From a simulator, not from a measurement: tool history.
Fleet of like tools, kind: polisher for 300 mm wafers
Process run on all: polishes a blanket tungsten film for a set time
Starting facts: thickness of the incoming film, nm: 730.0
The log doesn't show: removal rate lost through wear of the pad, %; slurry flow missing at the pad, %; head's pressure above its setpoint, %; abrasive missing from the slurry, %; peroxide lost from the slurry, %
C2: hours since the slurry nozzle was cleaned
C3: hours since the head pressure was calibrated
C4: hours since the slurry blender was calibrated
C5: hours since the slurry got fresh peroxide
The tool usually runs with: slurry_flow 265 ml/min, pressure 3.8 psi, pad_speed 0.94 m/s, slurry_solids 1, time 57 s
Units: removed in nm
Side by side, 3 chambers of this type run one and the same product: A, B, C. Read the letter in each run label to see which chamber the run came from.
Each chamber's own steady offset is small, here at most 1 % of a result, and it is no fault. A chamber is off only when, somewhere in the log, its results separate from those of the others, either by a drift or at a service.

{"hour": 1.7, "done": "chamber B: worn pad replaced by a new one"}
{"run": "1A", "hour": 3.3, "slurry_flow": 265, "pressure": 3.8, "pad_speed": 0.94, "slurry_solids": 1, "time": 57, "wafers polished on this pad": 40, "C2": 273.1, "C3": 1120.6, "C4": 191.6, "C5": 65.1, "removed": 303.52}
{"run": "2B", "hour": 9.7, "slurry_flow": 265, "pressure": 3.8, "pad_speed": 0.94, "slurry_solids": 1, "time": 57, "wafers polished on this pad": 94, "C2": 159, "C3": 291.5, "C4": 47.7, "C5": 94.8, "removed": 304.97}
{"run": "3C", "hour": 15.0, "slurry_flow": 265, "pressure": 3.8, "pad_speed": 0.94, "slurry_solids": 1, "time": 57, "wafers polished on this pad": 739, "C2": 235.9, "C3": 801.2, "C4": 50.9, "C5": 45.7, "removed": 307.43}
{"hour": 18.2, "done": "chamber C: worn pad replaced by a new one"}
{"run": "4C", "hour": 20.1, "slurry_flow": 265, "pressure": 3.8, "pad_speed": 0.94, "slurry_solids": 1, "time": 57, "wafers polished on this pad": 23, "C2": 241, "C3": 806.3, "C4": 56, "C5": 50.8, "removed": 308.06}
{"hour": 20.6, "done": "chamber B: slurry tank refilled with fresh slurry and peroxide"}
{"run": "5B", "hour": 25.1, "slurry_flow": 265, "pressure": 3.8, "pad_speed": 0.94, "slurry_solids": 1, "time": 57, "wafers polished on this pad": 274, "C2": 174.4, "C3": 306.9, "C4": 63.1, "C5": 4.6, "removed": 303.6}
{"hour": 25.2, "done": "chamber A: slurry nozzle cleaned"}
{"run": "6A", "hour": 32.3, "slurry_flow": 265, "pressure": 3.8, "pad_speed": 0.94, "slurry_solids": 1, "time": 57, "wafers polished on this pad": 380, "C2": 7.2, "C3": 1149.6, "C4": 220.6, "C5": 94.1, "removed": 296.07}
{"run": "7B", "hour": 36.2, "slurry_flow": 265, "pressure": 3.8, "pad_speed": 0.94, "slurry_solids": 1, "time": 57, "wafers polished on this pad": 404, "C2": 185.5, "C3": 318, "C4": 74.2, "C5": 15.7, "removed": 303.22}
{"hour": 41.6, "done": "chamber A: worn pad replaced by a new one"}
{"run": "8C", "hour": 42.5, "slurry_flow": 265, "pressure": 3.8, "pad_speed": 0.94, "slurry_solids": 1, "time": 57, "wafers polished on this pad": 285, "C2": 263.4, "C3": 828.7, "C4": 78.4, "C5": 73.2, "removed": 307.23}
{"run": "9A", "hour": 49.1, "slurry_flow": 265, "pressure": 3.8, "pad_speed": 0.94, "slurry_solids": 1, "time": 57, "wafers polished on this pad": 88, "C2": 24, "C3": 1166.4, "C4": 237.4, "C5": 110.9, "removed": 297.27}
{"run": "10B", "hour": 54.7, "slurry_flow": 265, "pressure": 3.8, "pad_speed": 0.94, "slurry_solids": 1, "time": 57, "wafers polished on this pad": 621, "C2": 204, "C3": 336.5, "C4": 92.7, "C5": 34.2, "removed": 303.53}
{"run": "11C", "hour": 57.9, "slurry_flow": 265, "pressure": 3.8, "pad_speed": 0.94, "slurry_solids": 1, "time": 57, "wafers polished on this pad": 465, "C2": 278.8, "C3": 844.1, "C4": 93.8, "C5": 88.6, "removed": 303.89}
{"run": "12A", "hour": 62.6, "slurry_flow": 265, "pressure": 3.8, "pad_speed": 0.94, "slurry_solids": 1, "time": 57, "wafers polished on this pad": 246, "C2": 37.5, "C3": 1179.9, "C4": 250.9, "C5": 124.4, "removed": 298.84}
{"run": "13C", "hour": 68.5, "slurry_flow": 265, "pressure": 3.8, "pad_speed": 0.84, "slurry_solids": 1, "time": 57, "wafers polished on this pad": 590, "C2": 289.4, "C3": 854.7, "C4": 104.4, "C5": 99.2, "removed": 271.51}
{"hour": 70.6, "done": "chamber A: slurry tank refilled with fresh slurry and peroxide"}
{"run": "14B", "hour": 73.8, "slurry_flow": 265, "pressure": 3.8, "pad_speed": 0.84, "slurry_solids": 1, "time": 57, "wafers polished on this pad": 844, "C2": 223.1, "C3": 355.6, "C4": 111.8, "C5": 53.3, "removed": 274.23}
{"run": "15A", "hour": 81.1, "slurry_flow": 265, "pressure": 3.8, "pad_speed": 0.84, "slurry_solids": 1, "time": 57, "wafers polished on this pad": 463, "C2": 56, "C3": 1198.4, "C4": 269.4, "C5": 10.6, "removed": 267.5}
{"run": "16A", "hour": 84.8, "slurry_flow": 265, "pressure": 3.8, "pad_speed": 0.94, "slurry_solids": 1, "time": 57, "wafers polished on this pad": 506, "C2": 59.7, "C3": 1202.1, "C4": 273.1, "C5": 14.3, "removed": 302.58}
{"run": "17C", "hour": 91.3, "slurry_flow": 265, "pressure": 3.8, "pad_speed": 0.94, "slurry_solids": 1, "time": 57, "wafers polished on this pad": 857, "C2": 312.2, "C3": 877.5, "C4": 127.2, "C5": 122, "removed": 300.84}
{"hour": 91.5, "done": "chamber A: worn pad replaced by a new one"}
{"run": "18B", "hour": 94.5, "slurry_flow": 265, "pressure": 3.8, "pad_speed": 0.94, "slurry_solids": 1, "time": 57, "wafers polished on this pad": 1087, "C2": 243.8, "C3": 376.3, "C4": 132.5, "C5": 74, "removed": 317.92}
{"hour": 99.3, "done": "chamber C: slurry tank refilled with fresh slurry and peroxide"}
{"run": "19A", "hour": 99.9, "slurry_flow": 265, "pressure": 3.8, "pad_speed": 0.94, "slurry_solids": 1, "time": 57, "wafers polished on this pad": 99, "C2": 74.8, "C3": 1217.2, "C4": 288.2, "C5": 29.4, "removed": 303.12}
{"hour": 103.2, "done": "chamber C: worn pad replaced by a new one"}
{"run": "20C", "hour": 103.6, "slurry_flow": 265, "pressure": 3.8, "pad_speed": 0.94, "slurry_solids": 1, "time": 57, "wafers polished on this pad": 5, "C2": 324.5, "C3": 889.8, "C4": 139.5, "C5": 4.3, "removed": 302.12}
{"run": "21B", "hour": 109.1, "slurry_flow": 265, "pressure": 3.8, "pad_speed": 0.94, "slurry_solids": 1, "time": 57, "wafers polished on this pad": 1258, "C2": 258.4, "C3": 390.9, "C4": 147.1, "C5": 88.6, "removed": 324.24}
{"hour": 109.7, "done": "chamber B: worn pad replaced by a new one"}
{"run": "22C", "hour": 115.1, "slurry_flow": 265, "pressure": 3.8, "pad_speed": 0.94, "slurry_solids": 1, "time": 57, "wafers polished on this pad": 139, "C2": 336, "C3": 901.3, "C4": 151, "C5": 15.8, "removed": 305.17}
{"run": "23B", "hour": 122.1, "slurry_flow": 265, "pressure": 3.8, "pad_speed": 0.94, "slurry_solids": 1, "time": 57, "wafers polished on this pad": 145, "C2": 271.4, "C3": 403.9, "C4": 160.1, "C5": 101.6, "removed": 330.25}

All 3 chambers run these settings next. Forecast each chamber's results:
{"run": "24A", "hour": 127.3, "slurry_flow": 295, "pressure": 3.8, "pad_speed": 0.94, "slurry_solids": 1, "time": 57, "removed": "?"}
{"run": "24B", "hour": 127.3, "slurry_flow": 295, "pressure": 3.8, "pad_speed": 0.94, "slurry_solids": 1, "time": 57, "removed": "?"}
{"run": "24C", "hour": 127.3, "slurry_flow": 295, "pressure": 3.8, "pad_speed": 0.94, "slurry_solids": 1, "time": 57, "removed": "?"}

run=24A removed=301.81
run=24B removed=332.99
run=24C removed=302.03
